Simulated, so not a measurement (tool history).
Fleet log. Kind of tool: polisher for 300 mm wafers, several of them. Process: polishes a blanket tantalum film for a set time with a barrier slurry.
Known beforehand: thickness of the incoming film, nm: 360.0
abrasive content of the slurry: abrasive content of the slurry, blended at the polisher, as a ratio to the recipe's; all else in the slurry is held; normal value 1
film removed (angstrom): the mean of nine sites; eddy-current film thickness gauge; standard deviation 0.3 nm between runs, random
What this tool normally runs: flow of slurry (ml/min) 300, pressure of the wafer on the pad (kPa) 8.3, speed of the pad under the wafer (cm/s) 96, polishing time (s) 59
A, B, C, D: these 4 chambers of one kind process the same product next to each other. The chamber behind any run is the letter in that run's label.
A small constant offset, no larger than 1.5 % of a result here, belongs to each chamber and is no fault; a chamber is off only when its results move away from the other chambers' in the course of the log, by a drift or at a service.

| run | hour | flow of slurry (ml/min) | pressure of the wafer on the pad (kPa) | speed of the pad under the wafer (cm/s) | abrasive content of the slurry | polishing time (s) | wafers polished on this pad | hours since the slurry nozzle was cleaned | hours since the head pressure was calibrated | hours since the slurry blender was calibrated | film removed (angstrom) |
|---|---|---|---|---|---|---|---|---|---|---|---|
| 1C | 5 | 300 | 8.3 | 96 | 1 | 59 | 822 | 641.8 | 605.2 | 123.4 | 503.23 |
|  | 7 | chamber C: slurry nozzle cleaned |
| 2D | 11.7 | 300 | 8.3 | 96 | 1 | 59 | 175 | 298.4 | 332.1 | 72.6 | 500.02 |
|  | 18.6 | chamber C: slurry blender recalibrated |
| 3A | 18.9 | 300 | 8.3 | 96 | 1 | 59 | 630 | 62.5 | 648.3 | 281.8 | 495.91 |
|  | 27.6 | chamber A: worn pad replaced by a new one |
| 4B | 27.6 | 300 | 8.3 | 96 | 1 | 59 | 295 | 77.9 | 308.5 | 272.1 | 489.49 |
| 5B | 37.4 | 300 | 8.3 | 96 | 1 | 59 | 377 | 87.7 | 318.3 | 281.9 | 496.04 |
| 6D | 46.5 | 300 | 8.3 | 72 | 1 | 69 | 465 | 333.2 | 366.9 | 107.4 | 431.14 |
| 7C | 54.2 | 300 | 8.3 | 72 | 1 | 69 | 1231 | 47.2 | 654.4 | 35.7 | 440.24 |
|  | 57.3 | chamber C: worn pad replaced by a new one |
|  | 61.9 | chamber D: worn pad replaced by a new one |
| 8A | 63.8 | 300 | 8.3 | 72 | 1 | 69 | 302 | 107.4 | 693.2 | 326.7 | 434.49 |
| 9A | 73.6 | 300 | 8.3 | 72 | 1 | 69 | 383 | 117.2 | 703 | 336.5 | 435.47 |
| 10B | 81 | 300 | 8.3 | 96 | 1 | 59 | 740 | 131.3 | 361.9 | 325.5 | 495.45 |
| 11C | 86.6 | 300 | 8.3 | 96 | 1 | 59 | 244 | 79.6 | 686.8 | 68.1 | 503.3 |
| 12D | 91.8 | 300 | 8.3 | 96 | 1 | 59 | 249 | 378.5 | 412.2 | 152.7 | 498.06 |
| 13A | 98.9 | 385 | 8.3 | 96 | 1 | 50 | 594 | 142.5 | 728.3 | 361.8 | 425.22 |
| 14C | 105 | 385 | 8.3 | 96 | 1 | 50 | 398 | 98 | 705.2 | 86.5 | 436.95 |
|  | 105.3 | chamber B: worn pad replaced by a new one |
|  | 113 | chamber D: slurry blender recalibrated |
| 15B | 113.5 | 385 | 8.3 | 96 | 1 | 50 | 68 | 163.8 | 394.4 | 358 | 432.95 |
| 16D | 120.1 | 385 | 8.3 | 96 | 1 | 50 | 485 | 406.8 | 440.5 | 7.2 | 428.52 |
|  | 124.4 | chamber A: worn pad replaced by a new one |
| 17C | 124.5 | 300 | 8.3 | 116 | 1 | 59 | 560 | 117.5 | 724.7 | 106 | 618.12 |
| 18B | 130.1 | 300 | 8.3 | 116 | 1 | 59 | 206 | 180.4 | 411 | 374.6 | 600.85 |
|  | 131.1 | chamber D: worn pad replaced by a new one |
|  | 132.8 | chamber C: slurry blender recalibrated |
| 19D | 136.2 | 300 | 8.3 | 116 | 1 | 59 | 43 | 422.9 | 456.6 | 23.3 | 607.55 |
|  | 143.9 | chamber B: slurry blender recalibrated |
| 20A | 145.4 | 300 | 8.3 | 116 | 1 | 59 | 175 | 189 | 774.8 | 408.3 | 587.99 |
| 21B | 150.8 | 300 | 8.3 | 96 | 1 | 59 | 379 | 201.1 | 431.7 | 6.9 | 495.19 |
| 22A | 159.1 | 300 | 8.3 | 96 | 1 | 59 | 289 | 202.7 | 788.5 | 422 | 479.26 |
| 23D | 166.4 | 300 | 7.6 | 112 | 1 | 59 | 294 | 453.1 | 486.8 | 53.5 | 533.03 |
| 24C | 172.9 | 300 | 7.6 | 112 | 1 | 59 | 963 | 165.9 | 773.1 | 40.1 | 542.62 |
| 25A | 179.5 | 300 | 7.6 | 112 | 1 | 59 | 459 | 223.1 | 808.9 | 442.4 | 515.71 |
| 26D | 185.5 | 300 | 7.6 | 112 | 1 | 59 | 453 | 472.2 | 505.9 | 72.6 | 530.67 |
|  | 194.6 | chamber D: worn pad replaced by a new one |
| 27C | 194.6 | 300 | 8.3 | 96 | 1 | 59 | 1144 | 187.6 | 794.8 | 61.8 | 504.19 |
|  | 195.5 | chamber B: head pressure recalibrated |
| 28B | 201.8 | 300 | 5.5 | 96 | 1 | 59 | 804 | 252.1 | 6.3 | 57.9 | 329.96 |
|  | 205.8 | chamber C: worn pad replaced by a new one |
| 29D | 206 | 300 | 5.5 | 96 | 1 | 59 | 95 | 492.7 | 526.4 | 93.1 | 330.62 |
| 30C | 214.9 | 300 | 5.5 | 96 | 1 | 59 | 76 | 207.9 | 815.1 | 82.1 | 332.36 |
|  | 218 | chamber B: worn pad replaced by a new one |
| 31A | 219.7 | 300 | 5.5 | 96 | 1 | 59 | 794 | 263.3 | 849.1 | 482.6 | 316.67 |
| 32B | 228.8 | 300 | 8.3 | 96 | 1 | 59 | 90 | 279.1 | 33.3 | 84.9 | 498.24 |

Each of the 4 chambers runs these same settings next. Fill in every chamber's results:
| 33A | 235.8 | 300 | 8.3 | 96 | 1 | 59 |  |  |  |  | ? |
| 33B | 235.8 | 300 | 8.3 | 96 | 1 | 59 |  |  |  |  | ? |
| 33C | 235.8 | 300 | 8.3 | 96 | 1 | 59 |  |  |  |  | ? |
| 33D | 235.8 | 300 | 8.3 | 96 | 1 | 59 |  |  |  |  | ? |

| run | film removed (angstrom) |
|---|---|
| 33A | 471.13 |
| 33B | 492.35 |
| 33C | 503.68 |
| 33D | 494.62 |
